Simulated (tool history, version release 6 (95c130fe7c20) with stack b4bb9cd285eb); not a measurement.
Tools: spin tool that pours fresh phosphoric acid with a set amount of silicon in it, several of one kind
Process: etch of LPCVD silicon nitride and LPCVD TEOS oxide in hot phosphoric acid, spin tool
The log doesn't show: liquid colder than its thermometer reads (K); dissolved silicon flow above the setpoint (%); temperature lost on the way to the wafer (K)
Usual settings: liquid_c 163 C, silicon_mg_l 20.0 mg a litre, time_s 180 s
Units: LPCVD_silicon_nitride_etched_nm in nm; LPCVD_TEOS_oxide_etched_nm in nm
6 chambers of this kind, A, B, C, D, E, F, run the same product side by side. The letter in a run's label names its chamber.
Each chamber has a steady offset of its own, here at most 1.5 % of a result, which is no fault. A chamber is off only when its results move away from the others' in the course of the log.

run,day,liquid_c,silicon_mg_l,time_s,hours since the thermometer was replaced,hours since the dissolved silicon flow meter was replaced,hours since the heated supply line was repaired,"read-back film thickness of the LPCVD silicon nitride reference wafer, read on the same gauge (nm)","read-back film thickness of the LPCVD TEOS oxide reference wafer, read on the same gauge (nm)",LPCVD_silicon_nitride_etched_nm,LPCVD_TEOS_oxide_etched_nm
1E,0.325,163,20.0,180,929.8,874.3,131.2,110.02,59.995,15.5790,0.90553
2A,0.783,163,20.0,180,507.6,600.9,609.4,109.97,59.983,15.8950,0.98303
3F,1.083,163,20.0,180,1485.2,1652.7,28.2,109.99,59.996,15.8500,0.93445
4B,1.404,163,20.0,180,146.8,1672.9,700.1,110.01,60.013,15.9630,0.88897
5D,1.629,163,20.0,180,1033.6,271.9,1120.7,109.97,59.991,15.7490,0.90289
6C,1.971,163,20.0,180,1127.0,1407.9,1147.1,110.06,60.003,16.1490,0.85949
7B,2.425,163,20.0,180,171.3,1697.4,724.6,110.03,59.973,15.8210,0.86224
8A,2.896,163,20.0,180,558.3,651.6,660.1,109.99,59.986,15.7670,0.93196
9F,3.346,163,20.0,180,1539.5,1707.0,82.5,109.93,59.964,16.3140,0.92815
10E,3.621,163,31.0,180,1008.9,953.4,210.3,110.01,60.002,15.4190,0.64067
11D,3.971,163,31.0,180,1089.8,328.1,1176.9,109.99,60.047,16.0050,0.65057
12C,4.275,163,31.0,180,1182.3,1463.2,1202.4,110.03,60.024,15.9220,0.61499
13D,4.762,163,31.0,180,1108.8,347.1,1195.9,110.03,59.996,15.8130,0.62691
14C,5.125,163,31.0,180,1202.7,1483.6,1222.8,110.02,60.024,16.2670,0.62245
15E,5.575,163,31.0,180,1055.8,1000.3,257.2,110.02,60.033,15.3890,0.60283
16F,6.071,163,32.5,270,1604.9,1772.4,147.9,109.96,59.984,23.7810,0.91269
# day 6.100: chamber E: dissolved silicon flow meter replaced
17B,6.446,163,32.5,270,267.8,1793.9,821.1,110.04,59.994,24.1590,0.84470
# day 6.508: chamber F: thermometer replaced
18A,6.750,163,32.5,270,650.8,744.1,752.6,110.00,60.034,23.9040,0.88451
19D,7.104,163,32.5,270,1165.0,403.3,1252.1,109.97,60.019,24.0520,0.86903
20B,7.379,163,32.5,270,290.2,1816.3,843.5,110.07,60.006,24.1730,0.87345
21E,7.608,163,32.5,270,1104.6,36.2,306.0,110.05,59.971,22.7680,0.80863
22F,7.962,163,20.0,180,35.0,1817.8,193.3,109.98,59.964,16.1310,0.87678
23C,8.200,163,20.0,180,1276.5,1557.4,1296.6,110.03,59.985,15.8410,0.87601
24A,8.492,163,20.0,180,692.6,785.9,794.4,109.96,60.025,15.8100,0.93452
25F,8.754,163,20.0,180,54.0,1836.8,212.3,110.02,59.977,16.0450,0.89858
26E,9.033,163,20.0,180,1138.8,70.4,340.2,109.92,60.021,14.8450,0.79488
27A,9.392,163,20.0,180,714.2,807.5,816.0,110.01,59.967,15.6870,0.96994
28B,9.854,163,20.0,180,349.6,1875.7,902.9,109.98,60.018,16.0260,0.92339
29D,10.325,163,20.0,180,1242.3,480.6,1329.4,110.05,59.976,16.0810,0.90487
30C,10.625,165,20.0,100,1334.7,1615.6,1354.8,109.98,60.024,9.3682,0.55050
31C,10.946,165,20.0,100,1342.4,1623.3,1362.5,109.99,60.016,9.4960,0.57838
32A,11.450,165,20.0,100,763.6,856.9,865.4,109.98,60.016,9.6080,0.59275
33B,11.875,165,20.0,100,398.1,1924.2,951.4,110.00,59.988,9.4488,0.57134
34E,12.358,165,20.0,100,1218.6,150.2,420.0,110.03,60.042,8.7453,0.51284
35F,12.638,165,20.0,100,147.2,1930.0,305.5,109.98,60.036,9.4844,0.60034
36D,13.025,163,20.0,180,1307.1,545.4,1394.2,109.99,59.987,15.8110,0.90468

Is one chamber off against the others, does the gauge drift, or is nothing wrong? If a chamber is off, say which, and what the likeliest cause is.

Chamber E drifts away from the others.
Cause: liquid colder than its thermometer reads (K) = 2.12.
The log may not tell that from: temperature lost on the way to the wafer (K).

Here are 4 candidates for chamber E's next run, each the usual settings with a change, their results left as question marks. Which one brings its results back in line with what the others give on the usual settings?
In line means no further than this from the other chambers' mean on the usual settings: LPCVD_silicon_nitride_etched_nm 0.5000 nm; LPCVD_TEOS_oxide_etched_nm 0.09600 nm
37E-1,13.388,163,21.0,175,,,,,,?,?
37E-2,13.388,163,17.5,195,,,,,,?,?
37E-3,13.388,163,19.0,185,,,,,,?,?
37E-4,13.388,163,22.5,165,,,,,,?,?

The other chambers' mean on the usual settings: LPCVD_silicon_nitride_etched_nm 15.9180 nm; LPCVD_TEOS_oxide_etched_nm 0.91007 nm
run,LPCVD_silicon_nitride_etched_nm,LPCVD_TEOS_oxide_etched_nm
37E-1,14.1900,0.72147
37E-2,15.8110,0.88668
37E-3,15.0000,0.80756
37E-4,13.3790,0.65023
37E-2 brings the chamber back in line.
